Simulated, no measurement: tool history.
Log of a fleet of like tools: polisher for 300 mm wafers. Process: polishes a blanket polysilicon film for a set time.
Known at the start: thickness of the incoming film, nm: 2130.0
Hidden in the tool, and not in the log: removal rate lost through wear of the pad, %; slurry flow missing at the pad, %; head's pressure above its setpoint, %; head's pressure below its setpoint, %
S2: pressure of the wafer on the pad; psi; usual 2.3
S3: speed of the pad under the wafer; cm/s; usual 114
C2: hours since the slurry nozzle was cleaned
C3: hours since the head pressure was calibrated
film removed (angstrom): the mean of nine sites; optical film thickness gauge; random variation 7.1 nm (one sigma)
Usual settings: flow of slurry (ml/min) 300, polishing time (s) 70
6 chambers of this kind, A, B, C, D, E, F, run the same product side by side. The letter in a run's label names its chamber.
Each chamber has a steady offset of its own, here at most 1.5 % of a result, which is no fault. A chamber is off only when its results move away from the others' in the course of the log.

{"run": "1F", "hour": 1.8, "flow of slurry (ml/min)": 300, "S2": 2.3, "S3": 114, "polishing time (s)": 70, "wafers polished on this pad": 91, "C2": 329.1, "C3": 317.4, "film removed (angstrom)": 5388.7}
{"run": "2B", "hour": 3.8, "flow of slurry (ml/min)": 300, "S2": 2.3, "S3": 114, "polishing time (s)": 70, "wafers polished on this pad": 264, "C2": 15.5, "C3": 632.2, "film removed (angstrom)": 5243.7}
{"run": "3C", "hour": 7.1, "flow of slurry (ml/min)": 300, "S2": 2.3, "S3": 114, "polishing time (s)": 70, "wafers polished on this pad": 145, "C2": 503.2, "C3": 157.9, "film removed (angstrom)": 5317.0}
{"run": "4E", "hour": 11.4, "flow of slurry (ml/min)": 300, "S2": 2.3, "S3": 114, "polishing time (s)": 70, "wafers polished on this pad": 724, "C2": 169.4, "C3": 414.0, "film removed (angstrom)": 5161.5}
{"hour": 12.1, "done": "chamber D: worn pad replaced by a new one"}
{"run": "5A", "hour": 13.6, "flow of slurry (ml/min)": 300, "S2": 2.3, "S3": 114, "polishing time (s)": 70, "wafers polished on this pad": 599, "C2": 653.6, "C3": 111.8, "film removed (angstrom)": 5199.9}
{"run": "6D", "hour": 16.4, "flow of slurry (ml/min)": 300, "S2": 2.3, "S3": 114, "polishing time (s)": 70, "wafers polished on this pad": 54, "C2": 707.5, "C3": 353.5, "film removed (angstrom)": 5318.8}
{"run": "7A", "hour": 20.2, "flow of slurry (ml/min)": 300, "S2": 2.3, "S3": 114, "polishing time (s)": 70, "wafers polished on this pad": 681, "C2": 660.2, "C3": 118.4, "film removed (angstrom)": 5262.4}
{"run": "8C", "hour": 22.2, "flow of slurry (ml/min)": 300, "S2": 2.3, "S3": 114, "polishing time (s)": 70, "wafers polished on this pad": 333, "C2": 518.3, "C3": 173.0, "film removed (angstrom)": 5301.0}
{"run": "9E", "hour": 24.4, "flow of slurry (ml/min)": 300, "S2": 2.3, "S3": 114, "polishing time (s)": 70, "wafers polished on this pad": 887, "C2": 182.4, "C3": 427.0, "film removed (angstrom)": 5377.1}
{"hour": 26.7, "done": "chamber A: worn pad replaced by a new one"}
{"run": "10B", "hour": 26.9, "flow of slurry (ml/min)": 300, "S2": 2.3, "S3": 114, "polishing time (s)": 70, "wafers polished on this pad": 552, "C2": 38.6, "C3": 655.3, "film removed (angstrom)": 5388.1}
{"run": "11D", "hour": 30.0, "flow of slurry (ml/min)": 300, "S2": 2.3, "S3": 114, "polishing time (s)": 70, "wafers polished on this pad": 224, "C2": 721.1, "C3": 367.1, "film removed (angstrom)": 5333.6}
{"run": "12F", "hour": 33.6, "flow of slurry (ml/min)": 300, "S2": 2.3, "S3": 114, "polishing time (s)": 70, "wafers polished on this pad": 489, "C2": 360.9, "C3": 349.2, "film removed (angstrom)": 5193.6}
{"run": "13C", "hour": 37.1, "flow of slurry (ml/min)": 300, "S2": 2.3, "S3": 114, "polishing time (s)": 70, "wafers polished on this pad": 519, "C2": 533.2, "C3": 187.9, "film removed (angstrom)": 5188.7}
{"run": "14E", "hour": 40.3, "flow of slurry (ml/min)": 355, "S2": 2.3, "S3": 114, "polishing time (s)": 92, "wafers polished on this pad": 1086, "C2": 198.3, "C3": 442.9, "film removed (angstrom)": 6934.7}
{"hour": 40.4, "done": "chamber C: worn pad replaced by a new one"}
{"run": "15F", "hour": 42.5, "flow of slurry (ml/min)": 355, "S2": 2.3, "S3": 114, "polishing time (s)": 92, "wafers polished on this pad": 600, "C2": 369.8, "C3": 358.1, "film removed (angstrom)": 7028.0}
{"hour": 44.9, "done": "chamber B: worn pad replaced by a new one"}
{"run": "16D", "hour": 45.0, "flow of slurry (ml/min)": 355, "S2": 2.3, "S3": 114, "polishing time (s)": 92, "wafers polished on this pad": 411, "C2": 736.1, "C3": 382.1, "film removed (angstrom)": 7065.6}
{"run": "17B", "hour": 48.6, "flow of slurry (ml/min)": 355, "S2": 2.3, "S3": 114, "polishing time (s)": 92, "wafers polished on this pad": 46, "C2": 60.3, "C3": 677.0, "film removed (angstrom)": 7191.4}
{"hour": 50.2, "done": "chamber E: worn pad replaced by a new one"}
{"run": "18A", "hour": 50.5, "flow of slurry (ml/min)": 355, "S2": 2.3, "S3": 114, "polishing time (s)": 92, "wafers polished on this pad": 298, "C2": 690.5, "C3": 148.7, "film removed (angstrom)": 7156.8}
{"hour": 53.6, "done": "chamber F: worn pad replaced by a new one"}
{"run": "19C", "hour": 54.7, "flow of slurry (ml/min)": 355, "S2": 2.3, "S3": 114, "polishing time (s)": 92, "wafers polished on this pad": 179, "C2": 550.8, "C3": 205.5, "film removed (angstrom)": 6999.9}
{"run": "20D", "hour": 57.3, "flow of slurry (ml/min)": 300, "S2": 2.3, "S3": 114, "polishing time (s)": 70, "wafers polished on this pad": 565, "C2": 748.4, "C3": 394.4, "film removed (angstrom)": 5345.5}
{"run": "21F", "hour": 60.7, "flow of slurry (ml/min)": 400, "S2": 2.3, "S3": 114, "polishing time (s)": 93, "wafers polished on this pad": 88, "C2": 388.0, "C3": 376.3, "film removed (angstrom)": 7068.5}
{"run": "22A", "hour": 64.2, "flow of slurry (ml/min)": 400, "S2": 2.3, "S3": 114, "polishing time (s)": 93, "wafers polished on this pad": 469, "C2": 704.2, "C3": 162.4, "film removed (angstrom)": 7221.9}
{"hour": 66.3, "done": "chamber D: slurry nozzle cleaned"}
{"run": "23B", "hour": 66.3, "flow of slurry (ml/min)": 400, "S2": 2.3, "S3": 114, "polishing time (s)": 93, "wafers polished on this pad": 267, "C2": 78.0, "C3": 694.7, "film removed (angstrom)": 7254.3}
{"run": "24E", "hour": 69.8, "flow of slurry (ml/min)": 400, "S2": 2.3, "S3": 114, "polishing time (s)": 93, "wafers polished on this pad": 244, "C2": 227.8, "C3": 472.4, "film removed (angstrom)": 7248.8}
{"run": "25F", "hour": 72.5, "flow of slurry (ml/min)": 400, "S2": 2.3, "S3": 114, "polishing time (s)": 93, "wafers polished on this pad": 236, "C2": 399.8, "C3": 388.1, "film removed (angstrom)": 6853.7}
{"run": "26E", "hour": 74.8, "flow of slurry (ml/min)": 400, "S2": 2.3, "S3": 114, "polishing time (s)": 93, "wafers polished on this pad": 307, "C2": 232.8, "C3": 477.4, "film removed (angstrom)": 7193.2}
{"run": "27D", "hour": 76.9, "flow of slurry (ml/min)": 300, "S2": 2.0, "S3": 114, "polishing time (s)": 61, "wafers polished on this pad": 810, "C2": 10.7, "C3": 414.0, "film removed (angstrom)": 3951.2}
{"hour": 78.5, "done": "chamber A: worn pad replaced by a new one"}
{"run": "28B", "hour": 80.8, "flow of slurry (ml/min)": 300, "S2": 2.0, "S3": 114, "polishing time (s)": 61, "wafers polished on this pad": 448, "C2": 92.5, "C3": 709.2, "film removed (angstrom)": 4002.8}
{"hour": 81.8, "done": "chamber D: worn pad replaced by a new one"}
{"run": "29A", "hour": 84.0, "flow of slurry (ml/min)": 300, "S2": 2.0, "S3": 114, "polishing time (s)": 61, "wafers polished on this pad": 69, "C2": 724.0, "C3": 182.2, "film removed (angstrom)": 3987.1}
{"run": "30C", "hour": 86.9, "flow of slurry (ml/min)": 300, "S2": 2.0, "S3": 114, "polishing time (s)": 61, "wafers polished on this pad": 582, "C2": 583.0, "C3": 237.7, "film removed (angstrom)": 3982.6}
{"run": "31C", "hour": 89.1, "flow of slurry (ml/min)": 300, "S2": 2.0, "S3": 114, "polishing time (s)": 61, "wafers polished on this pad": 609, "C2": 585.2, "C3": 239.9, "film removed (angstrom)": 3915.0}
{"hour": 90.5, "done": "chamber F: slurry nozzle cleaned"}
{"run": "32A", "hour": 91.5, "flow of slurry (ml/min)": 300, "S2": 2.0, "S3": 114, "polishing time (s)": 61, "wafers polished on this pad": 163, "C2": 731.5, "C3": 189.7, "film removed (angstrom)": 3945.6}
{"run": "33D", "hour": 93.6, "flow of slurry (ml/min)": 300, "S2": 2.3, "S3": 114, "polishing time (s)": 70, "wafers polished on this pad": 148, "C2": 27.4, "C3": 430.7, "film removed (angstrom)": 5358.6}
{"hour": 95.7, "done": "chamber C: worn pad replaced by a new one"}
{"run": "34B", "hour": 97.4, "flow of slurry (ml/min)": 300, "S2": 2.3, "S3": 114, "polishing time (s)": 70, "wafers polished on this pad": 656, "C2": 109.1, "C3": 725.8, "film removed (angstrom)": 5330.6}
{"run": "35E", "hour": 99.6, "flow of slurry (ml/min)": 300, "S2": 2.3, "S3": 114, "polishing time (s)": 70, "wafers polished on this pad": 617, "C2": 257.6, "C3": 502.2, "film removed (angstrom)": 5142.5}
{"run": "36F", "hour": 102.4, "flow of slurry (ml/min)": 300, "S2": 2.3, "S3": 114, "polishing time (s)": 70, "wafers polished on this pad": 609, "C2": 11.9, "C3": 418.0, "film removed (angstrom)": 4861.0}
{"run": "37C", "hour": 105.9, "flow of slurry (ml/min)": 300, "S2": 2.3, "S3": 114, "polishing time (s)": 70, "wafers polished on this pad": 128, "C2": 602.0, "C3": 256.7, "film removed (angstrom)": 5315.6}

All 6 chambers run these settings next. Forecast each chamber's results:
{"run": "38A", "hour": 108.9, "flow of slurry (ml/min)": 300, "S2": 2.3, "S3": 114, "polishing time (s)": 70, "film removed (angstrom)": "?"}
{"run": "38B", "hour": 108.9, "flow of slurry (ml/min)": 300, "S2": 2.3, "S3": 114, "polishing time (s)": 70, "film removed (angstrom)": "?"}
{"run": "38C", "hour": 108.9, "flow of slurry (ml/min)": 300, "S2": 2.3, "S3": 114, "polishing time (s)": 70, "film removed (angstrom)": "?"}
{"run": "38D", "hour": 108.9, "flow of slurry (ml/min)": 300, "S2": 2.3, "S3": 114, "polishing time (s)": 70, "film removed (angstrom)": "?"}
{"run": "38E", "hour": 108.9, "flow of slurry (ml/min)": 300, "S2": 2.3, "S3": 114, "polishing time (s)": 70, "film removed (angstrom)": "?"}
{"run": "38F", "hour": 108.9, "flow of slurry (ml/min)": 300, "S2": 2.3, "S3": 114, "polishing time (s)": 70, "film removed (angstrom)": "?"}

run=38A film_removed_(angstrom)=5237.2
run=38B film_removed_(angstrom)=5296.7
run=38C film_removed_(angstrom)=5266.0
run=38D film_removed_(angstrom)=5379.3
run=38E film_removed_(angstrom)=5190.9
run=38F film_removed_(angstrom)=4854.3
